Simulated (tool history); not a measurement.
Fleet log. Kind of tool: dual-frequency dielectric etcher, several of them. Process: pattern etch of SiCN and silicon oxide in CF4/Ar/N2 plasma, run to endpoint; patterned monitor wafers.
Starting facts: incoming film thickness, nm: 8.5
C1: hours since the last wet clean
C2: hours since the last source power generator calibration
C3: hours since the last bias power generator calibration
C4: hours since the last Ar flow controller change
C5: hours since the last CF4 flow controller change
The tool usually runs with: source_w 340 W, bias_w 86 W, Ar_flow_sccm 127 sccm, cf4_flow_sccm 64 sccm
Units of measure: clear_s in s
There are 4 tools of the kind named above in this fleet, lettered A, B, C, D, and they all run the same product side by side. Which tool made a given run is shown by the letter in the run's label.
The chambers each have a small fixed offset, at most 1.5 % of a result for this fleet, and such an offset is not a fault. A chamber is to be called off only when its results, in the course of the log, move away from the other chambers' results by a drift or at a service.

run 1D hour=5.0 | source_w=340 bias_w=86 Ar_flow_sccm=127 cf4_flow_sccm=64 | C1=311.1 C2=1619.4 C3=357.2 C4=192.7 C5=966.1 | clear_s=12.468
run 2C hour=12.0 | source_w=340 bias_w=86 Ar_flow_sccm=127 cf4_flow_sccm=64 | C1=167.8 C2=3775.4 C3=2566.3 C4=1202.7 C5=1006.0 | clear_s=12.434
run 3B hour=17.4 | source_w=340 bias_w=86 Ar_flow_sccm=127 cf4_flow_sccm=64 | C1=217.1 C2=1403.5 C3=2173.7 C4=2015.0 C5=819.5 | clear_s=12.334
run 4A hour=22.6 | source_w=340 bias_w=86 Ar_flow_sccm=127 cf4_flow_sccm=64 | C1=474.7 C2=347.1 C3=2998.5 C4=2480.6 C5=777.1 | clear_s=12.457
run 5A hour=29.1 | source_w=340 bias_w=86 Ar_flow_sccm=127 cf4_flow_sccm=64 | C1=481.2 C2=353.6 C3=3005.0 C4=2487.1 C5=783.6 | clear_s=12.338
run 6C hour=39.9 | source_w=340 bias_w=86 Ar_flow_sccm=127 cf4_flow_sccm=64 | C1=195.7 C2=3803.3 C3=2594.2 C4=1230.6 C5=1033.9 | clear_s=12.407
run 7B hour=45.7 | source_w=340 bias_w=86 Ar_flow_sccm=127 cf4_flow_sccm=64 | C1=245.4 C2=1431.8 C3=2202.0 C4=2043.3 C5=847.8 | clear_s=12.168
run 8D hour=53.9 | source_w=340 bias_w=86 Ar_flow_sccm=127 cf4_flow_sccm=64 | C1=360.0 C2=1668.3 C3=406.1 C4=241.6 C5=1015.0 | clear_s=12.313
-- hour=60.2 chamber C: bias power generator calibrated
run 9A hour=63.5 | source_w=340 bias_w=86 Ar_flow_sccm=127 cf4_flow_sccm=64 | C1=515.6 C2=388.0 C3=3039.4 C4=2521.5 C5=818.0 | clear_s=12.369
run 10C hour=72.7 | source_w=340 bias_w=86 Ar_flow_sccm=127 cf4_flow_sccm=64 | C1=228.5 C2=3836.1 C3=12.5 C4=1263.4 C5=1066.7 | clear_s=12.325
run 11B hour=81.1 | source_w=340 bias_w=86 Ar_flow_sccm=127 cf4_flow_sccm=64 | C1=280.8 C2=1467.2 C3=2237.4 C4=2078.7 C5=883.2 | clear_s=12.269
-- hour=91.3 chamber A: wet clean of the chamber
run 12D hour=91.6 | source_w=340 bias_w=86 Ar_flow_sccm=127 cf4_flow_sccm=64 | C1=397.7 C2=1706.0 C3=443.8 C4=279.3 C5=1052.7 | clear_s=12.346
run 13D hour=99.4 | source_w=340 bias_w=86 Ar_flow_sccm=127 cf4_flow_sccm=64 | C1=405.5 C2=1713.8 C3=451.6 C4=287.1 C5=1060.5 | clear_s=12.353
run 14B hour=104.8 | source_w=340 bias_w=86 Ar_flow_sccm=127 cf4_flow_sccm=64 | C1=304.5 C2=1490.9 C3=2261.1 C4=2102.4 C5=906.9 | clear_s=12.348
run 15A hour=112.1 | source_w=340 bias_w=86 Ar_flow_sccm=127 cf4_flow_sccm=64 | C1=20.9 C2=436.6 C3=3088.0 C4=2570.1 C5=866.6 | clear_s=12.347
run 16C hour=117.6 | source_w=340 bias_w=86 Ar_flow_sccm=127 cf4_flow_sccm=64 | C1=273.4 C2=3881.0 C3=57.4 C4=1308.3 C5=1111.6 | clear_s=12.350
run 17B hour=124.1 | source_w=340 bias_w=86 Ar_flow_sccm=127 cf4_flow_sccm=64 | C1=323.8 C2=1510.2 C3=2280.4 C4=2121.7 C5=926.2 | clear_s=12.283
run 18D hour=134.8 | source_w=340 bias_w=86 Ar_flow_sccm=102 cf4_flow_sccm=57 | C1=440.9 C2=1749.2 C3=487.0 C4=322.5 C5=1095.9 | clear_s=12.166
run 19C hour=142.3 | source_w=340 bias_w=86 Ar_flow_sccm=102 cf4_flow_sccm=57 | C1=298.1 C2=3905.7 C3=82.1 C4=1333.0 C5=1136.3 | clear_s=12.203
run 20A hour=147.5 | source_w=340 bias_w=86 Ar_flow_sccm=102 cf4_flow_sccm=57 | C1=56.3 C2=472.0 C3=3123.4 C4=2605.5 C5=902.0 | clear_s=12.199
-- hour=154.0 chamber D: wet clean of the chamber
run 21D hour=155.3 | source_w=340 bias_w=86 Ar_flow_sccm=102 cf4_flow_sccm=57 | C1=1.3 C2=1769.7 C3=507.5 C4=343.0 C5=1116.4 | clear_s=12.222
run 22A hour=164.4 | source_w=340 bias_w=86 Ar_flow_sccm=127 cf4_flow_sccm=64 | C1=73.2 C2=488.9 C3=3140.3 C4=2622.4 C5=918.9 | clear_s=12.449
run 23C hour=171.5 | source_w=340 bias_w=86 Ar_flow_sccm=127 cf4_flow_sccm=64 | C1=327.3 C2=3934.9 C3=111.3 C4=1362.2 C5=1165.5 | clear_s=12.332
run 24B hour=179.8 | source_w=340 bias_w=86 Ar_flow_sccm=127 cf4_flow_sccm=64 | C1=379.5 C2=1565.9 C3=2336.1 C4=2177.4 C5=981.9 | clear_s=12.282
run 25C hour=184.7 | source_w=340 bias_w=86 Ar_flow_sccm=127 cf4_flow_sccm=64 | C1=340.5 C2=3948.1 C3=124.5 C4=1375.4 C5=1178.7 | clear_s=12.323
run 26A hour=193.6 | source_w=340 bias_w=86 Ar_flow_sccm=127 cf4_flow_sccm=64 | C1=102.4 C2=518.1 C3=3169.5 C4=2651.6 C5=948.1 | clear_s=12.434
run 27B hour=201.3 | source_w=340 bias_w=86 Ar_flow_sccm=127 cf4_flow_sccm=64 | C1=401.0 C2=1587.4 C3=2357.6 C4=2198.9 C5=1003.4 | clear_s=12.241
run 28D hour=212.2 | source_w=340 bias_w=86 Ar_flow_sccm=127 cf4_flow_sccm=64 | C1=58.2 C2=1826.6 C3=564.4 C4=399.9 C5=1173.3 | clear_s=12.426
run 29B hour=221.9 | source_w=340 bias_w=86 Ar_flow_sccm=127 cf4_flow_sccm=64 | C1=421.6 C2=1608.0 C3=2378.2 C4=2219.5 C5=1024.0 | clear_s=12.411
run 30A hour=232.6 | source_w=340 bias_w=86 Ar_flow_sccm=127 cf4_flow_sccm=64 | C1=141.4 C2=557.1 C3=3208.5 C4=2690.6 C5=987.1 | clear_s=12.379
run 31D hour=242.4 | source_w=340 bias_w=86 Ar_flow_sccm=127 cf4_flow_sccm=64 | C1=88.4 C2=1856.8 C3=594.6 C4=430.1 C5=1203.5 | clear_s=12.400
run 32C hour=251.2 | source_w=340 bias_w=86 Ar_flow_sccm=127 cf4_flow_sccm=64 | C1=407.0 C2=4014.6 C3=191.0 C4=1441.9 C5=1245.2 | clear_s=12.339
run 33B hour=256.7 | source_w=340 bias_w=86 Ar_flow_sccm=127 cf4_flow_sccm=64 | C1=456.4 C2=1642.8 C3=2413.0 C4=2254.3 C5=1058.8 | clear_s=12.245
run 34A hour=265.5 | source_w=340 bias_w=86 Ar_flow_sccm=127 cf4_flow_sccm=64 | C1=174.3 C2=590.0 C3=3241.4 C4=2723.5 C5=1020.0 | clear_s=12.324
run 35D hour=274.6 | source_w=340 bias_w=86 Ar_flow_sccm=127 cf4_flow_sccm=64 | C1=120.6 C2=1889.0 C3=626.8 C4=462.3 C5=1235.7 | clear_s=12.409
run 36C hour=279.7 | source_w=340 bias_w=100 Ar_flow_sccm=127 cf4_flow_sccm=74 | C1=435.5 C2=4043.1 C3=219.5 C4=1470.4 C5=1273.7 | clear_s=11.421
run 37A hour=286.6 | source_w=340 bias_w=100 Ar_flow_sccm=127 cf4_flow_sccm=74 | C1=195.4 C2=611.1 C3=3262.5 C4=2744.6 C5=1041.1 | clear_s=11.461
run 38D hour=292.7 | source_w=340 bias_w=100 Ar_flow_sccm=127 cf4_flow_sccm=74 | C1=138.7 C2=1907.1 C3=644.9 C4=480.4 C5=1253.8 | clear_s=11.503
run 39B hour=302.3 | source_w=340 bias_w=100 Ar_flow_sccm=127 cf4_flow_sccm=74 | C1=502.0 C2=1688.4 C3=2458.6 C4=2299.9 C5=1104.4 | clear_s=11.417
-- hour=302.6 chamber B: wet clean of the chamber
-- hour=310.1 chamber B: source power generator calibrated
run 40C hour=311.5 | source_w=340 bias_w=86 Ar_flow_sccm=127 cf4_flow_sccm=64 | C1=467.3 C2=4074.9 C3=251.3 C4=1502.2 C5=1305.5 | clear_s=12.375
-- hour=312.5 chamber C: source power generator calibrated
run 41B hour=320.3 | source_w=340 bias_w=86 Ar_flow_sccm=127 cf4_flow_sccm=64 | C1=17.8 C2=10.2 C3=2476.6 C4=2317.9 C5=1122.4 | clear_s=12.251
run 42C hour=328.3 | source_w=340 bias_w=86 Ar_flow_sccm=127 cf4_flow_sccm=64 | C1=484.1 C2=15.8 C3=268.1 C4=1519.0 C5=1322.3 | clear_s=12.283
run 43D hour=336.7 | source_w=340 bias_w=69 Ar_flow_sccm=127 cf4_flow_sccm=64 | C1=182.7 C2=1951.1 C3=688.9 C4=524.4 C5=1297.8 | clear_s=13.487

Has any chamber moved away from the others, gradually or after a service, or does the common gauge drift, or do the chambers differ only by their own small steady offsets? State the chamber and the most likely cause if one applies.

All chambers stay in line apart from their small fixed offsets, and the gauge does not drift.

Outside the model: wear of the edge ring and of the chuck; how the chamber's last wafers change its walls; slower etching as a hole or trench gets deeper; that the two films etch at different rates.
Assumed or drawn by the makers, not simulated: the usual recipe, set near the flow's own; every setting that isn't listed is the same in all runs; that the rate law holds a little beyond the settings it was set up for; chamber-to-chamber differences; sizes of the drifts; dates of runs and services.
